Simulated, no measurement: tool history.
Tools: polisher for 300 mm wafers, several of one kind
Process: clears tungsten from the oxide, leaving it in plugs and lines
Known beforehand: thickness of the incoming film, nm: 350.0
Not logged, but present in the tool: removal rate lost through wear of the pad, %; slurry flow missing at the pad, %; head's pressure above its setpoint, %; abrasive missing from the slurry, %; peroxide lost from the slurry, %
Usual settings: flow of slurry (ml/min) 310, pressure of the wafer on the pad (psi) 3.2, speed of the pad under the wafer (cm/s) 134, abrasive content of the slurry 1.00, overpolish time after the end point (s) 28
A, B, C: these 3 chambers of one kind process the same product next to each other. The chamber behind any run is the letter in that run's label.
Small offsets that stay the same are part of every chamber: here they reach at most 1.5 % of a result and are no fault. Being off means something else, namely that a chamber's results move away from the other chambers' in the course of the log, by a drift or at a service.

| run | day | flow of slurry (ml/min) | pressure of the wafer on the pad (psi) | speed of the pad under the wafer (cm/s) | abrasive content of the slurry | overpolish time after the end point (s) | wafers polished on this pad | hours since the slurry nozzle was cleaned | hours since the head pressure was calibrated | hours since the slurry blender was calibrated | hours since the slurry got fresh peroxide | time until the end point was called (s) |
|---|---|---|---|---|---|---|---|---|---|---|---|---|
| 1B | 0.179 | 310 | 3.2 | 134 | 1.00 | 28 | 893 | 74.2 | 974.5 | 4.9 | 47.5 | 56.213 |
|  | 0.188 | chamber C: slurry tank refilled with fresh slurry and peroxide |
| 2C | 0.275 | 310 | 3.2 | 134 | 1.00 | 28 | 680 | 179.2 | 277.7 | 351.6 | 2.2 | 56.076 |
| 3A | 0.392 | 310 | 3.2 | 134 | 1.00 | 28 | 516 | 135.3 | 29.3 | 132.1 | 95.6 | 54.551 |
| 4A | 0.588 | 310 | 3.2 | 134 | 1.00 | 28 | 546 | 140.0 | 34.0 | 136.8 | 100.3 | 55.993 |
| 5B | 0.725 | 310 | 3.2 | 134 | 1.00 | 28 | 976 | 87.3 | 987.6 | 18.0 | 60.6 | 56.983 |
| 6C | 0.812 | 310 | 3.2 | 134 | 1.00 | 28 | 762 | 192.1 | 290.6 | 364.5 | 15.1 | 56.366 |
| 7C | 1.004 | 310 | 2.6 | 134 | 0.85 | 28 | 791 | 196.7 | 295.2 | 369.1 | 19.7 | 71.925 |
|  | 1.158 | chamber C: slurry blender recalibrated |
| 8B | 1.188 | 310 | 2.6 | 134 | 0.85 | 28 | 1046 | 98.4 | 998.7 | 29.1 | 71.7 | 73.015 |
| 9A | 1.367 | 310 | 2.6 | 134 | 0.85 | 28 | 664 | 158.7 | 52.7 | 155.5 | 119.0 | 70.762 |
| 10A | 1.542 | 310 | 3.2 | 134 | 1.00 | 28 | 691 | 162.9 | 56.9 | 159.7 | 123.2 | 56.731 |
| 11B | 1.683 | 310 | 3.2 | 134 | 1.00 | 28 | 1122 | 110.3 | 1010.6 | 41.0 | 83.6 | 56.277 |
|  | 1.771 | chamber A: slurry blender recalibrated |
| 12C | 1.821 | 310 | 3.2 | 134 | 1.00 | 28 | 915 | 216.3 | 314.8 | 15.9 | 39.3 | 56.617 |
| 13B | 1.979 | 310 | 2.4 | 134 | 1.00 | 28 | 1167 | 117.4 | 1017.7 | 48.1 | 90.7 | 75.802 |
| 14A | 2.142 | 310 | 2.4 | 134 | 1.00 | 28 | 782 | 177.3 | 71.3 | 9.0 | 137.6 | 72.914 |
| 15C | 2.242 | 310 | 2.4 | 134 | 1.00 | 28 | 979 | 226.4 | 324.9 | 26.0 | 49.4 | 76.180 |
| 16A | 2.412 | 310 | 3.2 | 134 | 1.00 | 28 | 823 | 183.8 | 77.8 | 15.5 | 144.1 | 55.025 |
| 17C | 2.554 | 310 | 3.2 | 134 | 1.00 | 28 | 1027 | 233.9 | 332.4 | 33.5 | 56.9 | 55.888 |
| 18B | 2.729 | 310 | 3.2 | 134 | 1.00 | 28 | 1281 | 135.4 | 1035.7 | 66.1 | 108.7 | 57.726 |
|  | 2.800 | chamber B: worn pad replaced by a new one |
| 19B | 2.904 | 310 | 3.2 | 134 | 1.00 | 28 | 16 | 139.6 | 1039.9 | 70.3 | 112.9 | 60.130 |
|  | 3.025 | chamber A: worn pad replaced by a new one |
| 20A | 3.038 | 310 | 3.2 | 134 | 1.00 | 28 | 2 | 198.8 | 92.8 | 30.5 | 159.1 | 54.750 |
| 21C | 3.125 | 310 | 3.2 | 134 | 1.00 | 28 | 1113 | 247.6 | 346.1 | 47.2 | 70.6 | 54.641 |
| 22B | 3.246 | 310 | 3.2 | 134 | 1.00 | 28 | 68 | 147.8 | 1048.1 | 78.5 | 121.1 | 61.781 |
|  | 3.283 | chamber C: slurry tank refilled with fresh slurry and peroxide |
| 23A | 3.429 | 310 | 3.2 | 134 | 1.00 | 28 | 61 | 208.2 | 102.2 | 39.9 | 168.5 | 55.590 |
| 24C | 3.512 | 310 | 3.2 | 134 | 1.00 | 28 | 1172 | 256.9 | 355.4 | 56.5 | 5.6 | 55.567 |
| 25B | 3.638 | 310 | 3.2 | 134 | 1.00 | 28 | 127 | 157.2 | 1057.5 | 87.9 | 130.5 | 65.571 |
|  | 3.771 | chamber A: slurry tank refilled with fresh slurry and peroxide |
| 26C | 3.817 | 310 | 3.2 | 134 | 1.00 | 28 | 1218 | 264.2 | 362.7 | 63.8 | 12.9 | 55.346 |
| 27A | 3.967 | 310 | 3.2 | 134 | 1.00 | 28 | 143 | 221.1 | 115.1 | 52.8 | 4.8 | 54.510 |

Is one chamber out of step, is the gauge drifting, or do the chambers differ by no more than their own small offsets? For an off chamber, give its letter and the likeliest cause.

It is chamber B that slowly wanders off from its peers.
Cause: peroxide lost from the slurry, % = 35.6.

Below are 4 candidate recipes for chamber B's next run, each the usual settings with a change, their results shown as question marks. Which of them brings B's results back in line with what the other chambers give on the usual settings?
Counts as in line when no further than this from what the other chambers average on the usual settings: time until the end point was called (s) 3.500
| 28B-1 | 4.104 | 315 | 3.8 | 134 | 1.00 | 28 |  |  |  |  |  | ? |
| 28B-2 | 4.104 | 310 | 3.2 | 144 | 1.00 | 28 |  |  |  |  |  | ? |
| 28B-3 | 4.104 | 305 | 2.9 | 122 | 1.00 | 28 |  |  |  |  |  | ? |
| 28B-4 | 4.104 | 310 | 3.0 | 134 | 1.00 | 28 |  |  |  |  |  | ? |

On the usual settings, the other chambers give on average: time until the end point was called (s) 55.296
| run | time until the end point was called (s) |
|---|---|
| 28B-1 | 55.940 |
| 28B-2 | 61.981 |
| 28B-3 | 80.818 |
| 28B-4 | 71.048 |
28B-1 brings the chamber back in line.
